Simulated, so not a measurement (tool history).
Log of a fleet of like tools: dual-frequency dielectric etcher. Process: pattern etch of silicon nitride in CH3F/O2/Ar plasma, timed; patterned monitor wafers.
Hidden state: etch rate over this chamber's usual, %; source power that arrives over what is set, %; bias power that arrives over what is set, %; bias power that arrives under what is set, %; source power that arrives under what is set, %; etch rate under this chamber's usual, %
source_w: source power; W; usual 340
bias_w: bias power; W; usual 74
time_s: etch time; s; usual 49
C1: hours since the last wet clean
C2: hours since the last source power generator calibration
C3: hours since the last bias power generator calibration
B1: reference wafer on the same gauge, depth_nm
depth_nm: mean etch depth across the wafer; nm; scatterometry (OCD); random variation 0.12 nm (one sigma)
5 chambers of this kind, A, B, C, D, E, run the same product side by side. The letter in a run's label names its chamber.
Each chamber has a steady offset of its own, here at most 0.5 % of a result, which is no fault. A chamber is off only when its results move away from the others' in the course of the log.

{"run": "1A", "hour": 2.8, "source_w": 340, "bias_w": 74, "time_s": 49, "C1": 65.7, "C2": 2453.9, "C3": 2718.2, "B1": 33.391, "depth_nm": 32.525}
{"run": "2B", "hour": 6.3, "source_w": 340, "bias_w": 74, "time_s": 49, "C1": 384.2, "C2": 2890.5, "C3": 2048.4, "B1": 33.441, "depth_nm": 32.577}
{"run": "3E", "hour": 12.1, "source_w": 340, "bias_w": 74, "time_s": 49, "C1": 342.2, "C2": 2187.9, "C3": 175.5, "B1": 33.406, "depth_nm": 32.476}
{"run": "4C", "hour": 17.6, "source_w": 340, "bias_w": 74, "time_s": 49, "C1": 338.1, "C2": 3921.0, "C3": 479.9, "B1": 33.387, "depth_nm": 32.278}
{"run": "5D", "hour": 22.5, "source_w": 340, "bias_w": 74, "time_s": 49, "C1": 296.7, "C2": 1752.0, "C3": 210.5, "B1": 33.436, "depth_nm": 32.681}
{"run": "6D", "hour": 26.5, "source_w": 340, "bias_w": 74, "time_s": 49, "C1": 300.7, "C2": 1756.0, "C3": 214.5, "B1": 33.39, "depth_nm": 32.579}
{"run": "7E", "hour": 29.5, "source_w": 340, "bias_w": 74, "time_s": 49, "C1": 359.6, "C2": 2205.3, "C3": 192.9, "B1": 33.404, "depth_nm": 32.321}
{"run": "8A", "hour": 36.0, "source_w": 390, "bias_w": 74, "time_s": 49, "C1": 98.9, "C2": 2487.1, "C3": 2751.4, "B1": 33.436, "depth_nm": 34.295}
{"run": "9C", "hour": 39.7, "source_w": 390, "bias_w": 74, "time_s": 49, "C1": 360.2, "C2": 3943.1, "C3": 502.0, "B1": 33.373, "depth_nm": 34.011}
{"run": "10B", "hour": 44.5, "source_w": 390, "bias_w": 74, "time_s": 49, "C1": 422.4, "C2": 2928.7, "C3": 2086.6, "B1": 33.411, "depth_nm": 34.049}
{"run": "11B", "hour": 49.2, "source_w": 390, "bias_w": 74, "time_s": 49, "C1": 427.1, "C2": 2933.4, "C3": 2091.3, "B1": 33.374, "depth_nm": 34.232}
{"run": "12A", "hour": 53.8, "source_w": 390, "bias_w": 74, "time_s": 49, "C1": 116.7, "C2": 2504.9, "C3": 2769.2, "B1": 33.413, "depth_nm": 34.277}
{"run": "13E", "hour": 60.1, "source_w": 340, "bias_w": 74, "time_s": 49, "C1": 390.2, "C2": 2235.9, "C3": 223.5, "B1": 33.397, "depth_nm": 32.621}
{"run": "14D", "hour": 62.9, "source_w": 340, "bias_w": 74, "time_s": 49, "C1": 337.1, "C2": 1792.4, "C3": 250.9, "B1": 33.381, "depth_nm": 32.416}
{"hour": 63.6, "done": "chamber E: wet clean of the chamber"}
{"run": "15C", "hour": 66.9, "source_w": 340, "bias_w": 74, "time_s": 49, "C1": 387.4, "C2": 3970.3, "C3": 529.2, "B1": 33.395, "depth_nm": 32.449}
{"run": "16A", "hour": 71.6, "source_w": 340, "bias_w": 74, "time_s": 49, "C1": 134.5, "C2": 2522.7, "C3": 2787.0, "B1": 33.377, "depth_nm": 32.674}
{"run": "17C", "hour": 78.1, "source_w": 340, "bias_w": 74, "time_s": 49, "C1": 398.6, "C2": 3981.5, "C3": 540.4, "B1": 33.395, "depth_nm": 32.288}
{"hour": 83.3, "done": "chamber B: wet clean of the chamber"}
{"run": "18D", "hour": 84.4, "source_w": 340, "bias_w": 74, "time_s": 49, "C1": 358.6, "C2": 1813.9, "C3": 272.4, "B1": 33.403, "depth_nm": 32.644}
{"run": "19E", "hour": 90.8, "source_w": 340, "bias_w": 74, "time_s": 49, "C1": 27.3, "C2": 2266.6, "C3": 254.2, "B1": 33.412, "depth_nm": 34.335}
{"run": "20B", "hour": 97.1, "source_w": 340, "bias_w": 74, "time_s": 49, "C1": 13.8, "C2": 2981.3, "C3": 2139.2, "B1": 33.392, "depth_nm": 32.562}
{"run": "21D", "hour": 100.7, "source_w": 340, "bias_w": 84, "time_s": 49, "C1": 374.9, "C2": 1830.2, "C3": 288.7, "B1": 33.413, "depth_nm": 34.079}
{"run": "22C", "hour": 104.5, "source_w": 340, "bias_w": 84, "time_s": 49, "C1": 425.0, "C2": 4007.9, "C3": 566.8, "B1": 33.434, "depth_nm": 34.098}
{"run": "23A", "hour": 110.6, "source_w": 340, "bias_w": 84, "time_s": 49, "C1": 173.5, "C2": 2561.7, "C3": 2826.0, "B1": 33.411, "depth_nm": 33.973}
{"run": "24E", "hour": 116.0, "source_w": 340, "bias_w": 84, "time_s": 49, "C1": 52.5, "C2": 2291.8, "C3": 279.4, "B1": 33.394, "depth_nm": 35.821}
{"hour": 117.2, "done": "chamber B: bias power generator calibrated"}
{"run": "25B", "hour": 119.0, "source_w": 340, "bias_w": 84, "time_s": 49, "C1": 35.7, "C2": 3003.2, "C3": 1.9, "B1": 33.412, "depth_nm": 33.95}
{"run": "26C", "hour": 122.9, "source_w": 340, "bias_w": 74, "time_s": 49, "C1": 443.4, "C2": 4026.3, "C3": 585.2, "B1": 33.374, "depth_nm": 32.267}
{"run": "27D", "hour": 126.9, "source_w": 340, "bias_w": 74, "time_s": 49, "C1": 401.1, "C2": 1856.4, "C3": 314.9, "B1": 33.407, "depth_nm": 32.595}
{"run": "28B", "hour": 131.3, "source_w": 340, "bias_w": 81, "time_s": 38, "C1": 48.0, "C2": 3015.5, "C3": 14.2, "B1": 33.418, "depth_nm": 26.061}
{"run": "29E", "hour": 136.4, "source_w": 340, "bias_w": 81, "time_s": 38, "C1": 72.9, "C2": 2312.2, "C3": 299.8, "B1": 33.425, "depth_nm": 27.208}
{"run": "30A", "hour": 140.8, "source_w": 340, "bias_w": 81, "time_s": 38, "C1": 203.7, "C2": 2591.9, "C3": 2856.2, "B1": 33.401, "depth_nm": 26.081}
{"run": "31A", "hour": 146.1, "source_w": 340, "bias_w": 81, "time_s": 38, "C1": 209.0, "C2": 2597.2, "C3": 2861.5, "B1": 33.395, "depth_nm": 26.219}
{"run": "32D", "hour": 151.6, "source_w": 340, "bias_w": 81, "time_s": 38, "C1": 425.8, "C2": 1881.1, "C3": 339.6, "B1": 33.408, "depth_nm": 26.17}
{"run": "33C", "hour": 154.6, "source_w": 340, "bias_w": 61, "time_s": 49, "C1": 475.1, "C2": 4058.0, "C3": 616.9, "B1": 33.434, "depth_nm": 30.142}
{"run": "34B", "hour": 160.9, "source_w": 340, "bias_w": 61, "time_s": 49, "C1": 77.6, "C2": 3045.1, "C3": 43.8, "B1": 33.394, "depth_nm": 30.485}
{"run": "35E", "hour": 167.3, "source_w": 340, "bias_w": 61, "time_s": 49, "C1": 103.8, "C2": 2343.1, "C3": 330.7, "B1": 33.409, "depth_nm": 31.775}
{"run": "36C", "hour": 170.6, "source_w": 340, "bias_w": 61, "time_s": 49, "C1": 491.1, "C2": 4074.0, "C3": 632.9, "B1": 33.358, "depth_nm": 30.112}
{"run": "37B", "hour": 173.9, "source_w": 340, "bias_w": 61, "time_s": 49, "C1": 90.6, "C2": 3058.1, "C3": 56.8, "B1": 33.393, "depth_nm": 30.592}
{"run": "38A", "hour": 179.2, "source_w": 340, "bias_w": 74, "time_s": 49, "C1": 242.1, "C2": 2630.3, "C3": 2894.6, "B1": 33.386, "depth_nm": 32.768}
{"run": "39E", "hour": 182.6, "source_w": 340, "bias_w": 74, "time_s": 49, "C1": 119.1, "C2": 2358.4, "C3": 346.0, "B1": 33.394, "depth_nm": 34.059}
{"run": "40D", "hour": 185.8, "source_w": 340, "bias_w": 74, "time_s": 49, "C1": 460.0, "C2": 1915.3, "C3": 373.8, "B1": 33.418, "depth_nm": 32.577}
{"run": "41E", "hour": 191.1, "source_w": 270, "bias_w": 74, "time_s": 49, "C1": 127.6, "C2": 2366.9, "C3": 354.5, "B1": 33.395, "depth_nm": 31.315}
{"run": "42D", "hour": 194.0, "source_w": 270, "bias_w": 74, "time_s": 49, "C1": 468.2, "C2": 1923.5, "C3": 382.0, "B1": 33.422, "depth_nm": 30.035}

What goes on in this fleet: one chamber off, a drifting gauge, or nothing beyond the chambers' own small offsets? Name the chamber and the cause, if any.

A service left chamber E off against the others.
Cause: etch rate over this chamber's usual, % = 5.18.

Here are 4 candidates for chamber E's next run, each the usual settings with a change, their results left as question marks. Which one brings its results back in line with what the others give on the usual settings?
In line means no further than this from the other chambers' mean on the usual settings: depth_nm 0.430 nm
{"run": "43E-1", "hour": 198.6, "source_w": 340, "bias_w": 74, "time_s": 50, "depth_nm": "?"}
{"run": "43E-2", "hour": 198.6, "source_w": 340, "bias_w": 75, "time_s": 51, "depth_nm": "?"}
{"run": "43E-3", "hour": 198.6, "source_w": 340, "bias_w": 73, "time_s": 47, "depth_nm": "?"}
{"run": "43E-4", "hour": 198.6, "source_w": 340, "bias_w": 74, "time_s": 48, "depth_nm": "?"}

The other chambers' mean on the usual settings: depth_nm 32.558 nm
run=43E-1 depth_nm=34.909
run=43E-2 depth_nm=35.776
run=43E-3 depth_nm=32.659
run=43E-4 depth_nm=33.513
43E-3 brings the chamber back in line.
